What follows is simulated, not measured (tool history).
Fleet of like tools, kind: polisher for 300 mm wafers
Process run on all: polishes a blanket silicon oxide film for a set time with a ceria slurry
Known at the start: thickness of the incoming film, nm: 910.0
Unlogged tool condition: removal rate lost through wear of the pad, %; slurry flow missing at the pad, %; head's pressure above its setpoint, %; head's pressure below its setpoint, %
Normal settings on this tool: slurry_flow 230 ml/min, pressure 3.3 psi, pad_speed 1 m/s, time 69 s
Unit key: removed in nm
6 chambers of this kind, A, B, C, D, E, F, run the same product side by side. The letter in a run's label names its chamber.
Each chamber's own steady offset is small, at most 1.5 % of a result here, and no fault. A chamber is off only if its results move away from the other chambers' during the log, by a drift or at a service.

| run | day | slurry_flow | pressure | pad_speed | time | wafers polished on this pad | hours since the slurry nozzle was cleaned | hours since the head pressure was calibrated | removed |
|---|---|---|---|---|---|---|---|---|---|
| 1A | 0.154 | 230 | 3.3 | 1 | 69 | 910 | 266.3 | 116 | 274.3 |
| 2B | 0.312 | 230 | 3.3 | 1 | 69 | 212 | 297.3 | 460.9 | 276.02 |
| 3F | 0.433 | 230 | 3.3 | 1 | 69 | 199 | 408.8 | 395.6 | 274.23 |
| 4C | 0.617 | 230 | 3.3 | 1 | 69 | 980 | 396.6 | 205.4 | 270.96 |
| 5D | 0.733 | 230 | 3.3 | 1 | 69 | 347 | 175.4 | 54.9 | 270.45 |
|  | 0.779 | chamber C: worn pad replaced by a new one |
| 6E | 0.867 | 230 | 3.3 | 1 | 69 | 370 | 249.1 | 560.1 | 271.63 |
| 7E | 1.062 | 230 | 3.3 | 1 | 69 | 401 | 253.8 | 564.8 | 269.69 |
|  | 1.179 | chamber E: slurry nozzle cleaned |
| 8F | 1.246 | 230 | 3.3 | 1 | 69 | 327 | 428.3 | 415.1 | 277.04 |
| 9A | 1.417 | 230 | 3.3 | 1 | 69 | 1110 | 296.6 | 146.3 | 277.16 |
| 10C | 1.542 | 230 | 3.3 | 1 | 69 | 121 | 418.8 | 227.6 | 266.05 |
| 11D | 1.754 | 265 | 3.3 | 1.34 | 69 | 508 | 199.9 | 79.4 | 374.36 |
| 12B | 1.925 | 265 | 3.3 | 1.34 | 69 | 467 | 336 | 499.6 | 377.35 |
| 13E | 2.1 | 265 | 3.3 | 1.34 | 69 | 565 | 22.2 | 589.7 | 379.2 |
| 14F | 2.271 | 265 | 3.3 | 1.34 | 69 | 489 | 452.9 | 439.7 | 371.24 |
|  | 2.367 | chamber E: worn pad replaced by a new one |
| 15A | 2.412 | 265 | 3.3 | 1.34 | 69 | 1267 | 320.5 | 170.2 | 373.9 |
|  | 2.529 | chamber A: worn pad replaced by a new one |
| 16B | 2.583 | 265 | 3.3 | 1.34 | 69 | 571 | 351.8 | 515.4 | 369.98 |
|  | 2.683 | chamber A: slurry nozzle cleaned |
| 17D | 2.754 | 230 | 3.3 | 1 | 69 | 666 | 223.9 | 103.4 | 277.1 |
| 18C | 2.908 | 230 | 3.3 | 1 | 69 | 337 | 451.6 | 260.4 | 265.74 |
|  | 2.917 | chamber B: worn pad replaced by a new one |
| 19A | 3.042 | 230 | 3.3 | 1 | 69 | 81 | 8.6 | 185.3 | 278.92 |
| 20D | 3.233 | 230 | 3.3 | 1 | 69 | 742 | 235.4 | 114.9 | 272.99 |
|  | 3.417 | chamber D: slurry nozzle cleaned |
| 21E | 3.438 | 230 | 2.8 | 1 | 69 | 169 | 54.3 | 621.8 | 234.42 |
| 22B | 3.617 | 230 | 2.8 | 1 | 69 | 110 | 376.6 | 540.2 | 231.81 |
| 23F | 3.775 | 230 | 2.8 | 1 | 69 | 727 | 489 | 475.8 | 230.65 |
| 24C | 3.896 | 230 | 2.8 | 1 | 69 | 493 | 475.3 | 284.1 | 220.03 |
|  | 3.975 | chamber D: worn pad replaced by a new one |
|  | 3.979 | chamber B: slurry nozzle cleaned |
| 25E | 4.025 | 230 | 2.8 | 1 | 69 | 262 | 68.4 | 635.9 | 230.98 |
| 26F | 4.188 | 230 | 2.8 | 1 | 69 | 792 | 498.9 | 485.7 | 232.06 |
| 27C | 4.333 | 230 | 3.3 | 1 | 69 | 562 | 485.8 | 294.6 | 258.41 |
| 28A | 4.429 | 230 | 3.3 | 1 | 69 | 301 | 41.9 | 218.6 | 278.2 |
| 29B | 4.617 | 230 | 4.1 | 1 | 69 | 269 | 15.4 | 564.2 | 344 |
| 30D | 4.712 | 230 | 4.1 | 1 | 69 | 117 | 31.2 | 150.4 | 344.98 |
| 31C | 4.929 | 230 | 4.1 | 1 | 69 | 656 | 500.1 | 308.9 | 313.69 |
| 32A | 5.062 | 230 | 4.1 | 1 | 69 | 401 | 57.1 | 233.8 | 338.99 |
| 33E | 5.267 | 230 | 4.1 | 1 | 69 | 458 | 98.2 | 665.7 | 345.6 |
| 34B | 5.483 | 230 | 4.1 | 1 | 69 | 406 | 36.2 | 585 | 337.55 |
| 35F | 5.583 | 230 | 3.3 | 1 | 69 | 1013 | 532.4 | 519.2 | 269.53 |
| 36D | 5.688 | 230 | 3.3 | 1 | 69 | 271 | 54.6 | 173.8 | 270.64 |

Predict what each chamber gives when all 6 of them run the settings below next.
| 37A | 5.846 | 230 | 3.3 | 1 | 69 |  |  |  | ? |
| 37B | 5.846 | 230 | 3.3 | 1 | 69 |  |  |  | ? |
| 37C | 5.846 | 230 | 3.3 | 1 | 69 |  |  |  | ? |
| 37D | 5.846 | 230 | 3.3 | 1 | 69 |  |  |  | ? |
| 37E | 5.846 | 230 | 3.3 | 1 | 69 |  |  |  | ? |
| 37F | 5.846 | 230 | 3.3 | 1 | 69 |  |  |  | ? |

| run | removed |
|---|---|
| 37A | 273.88 |
| 37B | 271.56 |
| 37C | 247.97 |
| 37D | 273.71 |
| 37E | 279.94 |
| 37F | 272.48 |
